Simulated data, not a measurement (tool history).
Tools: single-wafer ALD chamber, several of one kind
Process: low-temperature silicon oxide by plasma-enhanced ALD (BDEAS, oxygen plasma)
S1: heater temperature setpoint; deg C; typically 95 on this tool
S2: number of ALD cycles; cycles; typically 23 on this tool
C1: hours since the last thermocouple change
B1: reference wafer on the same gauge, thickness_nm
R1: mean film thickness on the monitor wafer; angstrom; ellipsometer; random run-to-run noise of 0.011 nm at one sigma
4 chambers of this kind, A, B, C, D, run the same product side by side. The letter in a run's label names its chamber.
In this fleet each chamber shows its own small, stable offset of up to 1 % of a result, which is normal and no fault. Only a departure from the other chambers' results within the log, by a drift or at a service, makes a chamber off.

{"run": "1A", "hour": 2.6, "S1": 95, "S2": 23, "C1": 366.7, "B1": 2.862, "R1": 33.404}
{"run": "2D", "hour": 4.9, "S1": 95, "S2": 23, "C1": 617.6, "B1": 2.8599, "R1": 33.398}
{"run": "3C", "hour": 8.9, "S1": 95, "S2": 23, "C1": 1695.4, "B1": 2.8599, "R1": 33.626}
{"run": "4B", "hour": 11.6, "S1": 95, "S2": 23, "C1": 817.1, "B1": 2.8599, "R1": 32.985}
{"run": "5D", "hour": 14.6, "S1": 95, "S2": 23, "C1": 627.3, "B1": 2.8614, "R1": 33.502}
{"run": "6A", "hour": 18.8, "S1": 95, "S2": 23, "C1": 382.9, "B1": 2.8586, "R1": 33.184}
{"run": "7C", "hour": 22.2, "S1": 95, "S2": 23, "C1": 1708.7, "B1": 2.8593, "R1": 33.474}
{"run": "8B", "hour": 25.1, "S1": 95, "S2": 23, "C1": 830.6, "B1": 2.8594, "R1": 33.217}
{"run": "9D", "hour": 28.6, "S1": 95, "S2": 23, "C1": 641.3, "B1": 2.8608, "R1": 33.532}
{"run": "10A", "hour": 32.8, "S1": 95, "S2": 23, "C1": 396.9, "B1": 2.8578, "R1": 33.396}
{"run": "11B", "hour": 34.8, "S1": 95, "S2": 23, "C1": 840.3, "B1": 2.8602, "R1": 33.132}
{"run": "12C", "hour": 38.9, "S1": 95, "S2": 21, "C1": 1725.4, "B1": 2.8616, "R1": 30.743}
{"run": "13A", "hour": 42.5, "S1": 95, "S2": 21, "C1": 406.6, "B1": 2.8582, "R1": 30.477}
{"hour": 43.1, "done": "chamber C: thermocouple changed; heater temperature recalibrated"}
{"run": "14C", "hour": 46.1, "S1": 95, "S2": 21, "C1": 3, "B1": 2.8616, "R1": 31.312}
{"run": "15D", "hour": 49.9, "S1": 95, "S2": 21, "C1": 662.6, "B1": 2.8625, "R1": 30.781}
{"run": "16B", "hour": 52.4, "S1": 95, "S2": 23, "C1": 857.9, "B1": 2.8603, "R1": 33.328}
{"run": "17D", "hour": 56.1, "S1": 90, "S2": 25, "C1": 668.8, "B1": 2.8612, "R1": 37.356}
{"run": "18A", "hour": 60.3, "S1": 90, "S2": 25, "C1": 424.4, "B1": 2.8593, "R1": 37.04}
{"run": "19C", "hour": 64.3, "S1": 90, "S2": 25, "C1": 21.2, "B1": 2.8627, "R1": 37.97}
{"run": "20B", "hour": 67.0, "S1": 90, "S2": 25, "C1": 872.5, "B1": 2.86, "R1": 36.547}
{"run": "21D", "hour": 69.0, "S1": 104, "S2": 23, "C1": 681.7, "B1": 2.863, "R1": 32.764}
{"run": "22A", "hour": 71.5, "S1": 104, "S2": 23, "C1": 435.6, "B1": 2.8616, "R1": 32.368}
{"run": "23C", "hour": 74.6, "S1": 104, "S2": 23, "C1": 31.5, "B1": 2.8604, "R1": 33.377}
{"run": "24B", "hour": 78.2, "S1": 104, "S2": 23, "C1": 883.7, "B1": 2.862, "R1": 32.411}
{"run": "25A", "hour": 80.7, "S1": 95, "S2": 23, "C1": 444.8, "B1": 2.859, "R1": 33.353}
{"run": "26B", "hour": 84.6, "S1": 95, "S2": 23, "C1": 890.1, "B1": 2.8626, "R1": 33.148}
{"run": "27C", "hour": 88.8, "S1": 95, "S2": 23, "C1": 45.7, "B1": 2.8602, "R1": 33.906}
{"run": "28D", "hour": 91.8, "S1": 95, "S2": 23, "C1": 704.5, "B1": 2.8589, "R1": 33.639}
{"run": "29C", "hour": 95.3, "S1": 95, "S2": 23, "C1": 52.2, "B1": 2.8591, "R1": 34.304}
{"run": "30D", "hour": 97.7, "S1": 95, "S2": 23, "C1": 710.4, "B1": 2.8589, "R1": 33.704}
{"run": "31B", "hour": 102.1, "S1": 95, "S2": 23, "C1": 907.6, "B1": 2.8591, "R1": 33.176}
{"run": "32A", "hour": 104.7, "S1": 95, "S2": 23, "C1": 468.8, "B1": 2.86, "R1": 33.536}
{"run": "33A", "hour": 107.3, "S1": 95, "S2": 23, "C1": 471.4, "B1": 2.8605, "R1": 33.229}
{"run": "34D", "hour": 109.7, "S1": 95, "S2": 23, "C1": 722.4, "B1": 2.8598, "R1": 33.491}
{"run": "35C", "hour": 113.8, "S1": 95, "S2": 23, "C1": 70.7, "B1": 2.8585, "R1": 34.228}
{"run": "36B", "hour": 117.1, "S1": 100, "S2": 23, "C1": 922.6, "B1": 2.8588, "R1": 32.555}
{"run": "37B", "hour": 121.5, "S1": 100, "S2": 23, "C1": 927, "B1": 2.8612, "R1": 32.547}
{"run": "38D", "hour": 124.8, "S1": 100, "S2": 23, "C1": 737.5, "B1": 2.8597, "R1": 32.962}
{"run": "39A", "hour": 128.5, "S1": 100, "S2": 23, "C1": 492.6, "B1": 2.8596, "R1": 32.737}
{"run": "40C", "hour": 132.8, "S1": 90, "S2": 23, "C1": 89.7, "B1": 2.8583, "R1": 34.794}

One chamber off, gauge drift, or nothing amiss beyond the chambers' own small offsets? If it is a chamber, which one, and what is the likeliest cause?

Chamber C has stood off from the others ever since a service on it.
Cause: wafer temperature below the value expected at the setpoint (K) = 5.3.

Here are 4 candidates for chamber C's next run, each the usual settings with a change, their results left as question marks. Which one brings its results back in line with what the others give on the usual settings?
To be in line, a result may differ from the other chambers' mean on the usual settings by at most: R1 0.39 angstrom
{"run": "41C-1", "hour": 136.0, "S1": 96, "S2": 22, "R1": "?"}
{"run": "41C-2", "hour": 136.0, "S1": 88, "S2": 23, "R1": "?"}
{"run": "41C-3", "hour": 136.0, "S1": 102, "S2": 23, "R1": "?"}
{"run": "41C-4", "hour": 136.0, "S1": 94, "S2": 24, "R1": "?"}

Mean of the other chambers on the usual settings: R1 33.349 angstrom
run=41C-1 R1=32.593
run=41C-2 R1=35.029
run=41C-3 R1=33.358
run=41C-4 R1=35.805
With 41C-3, the chamber falls back in line with the rest.
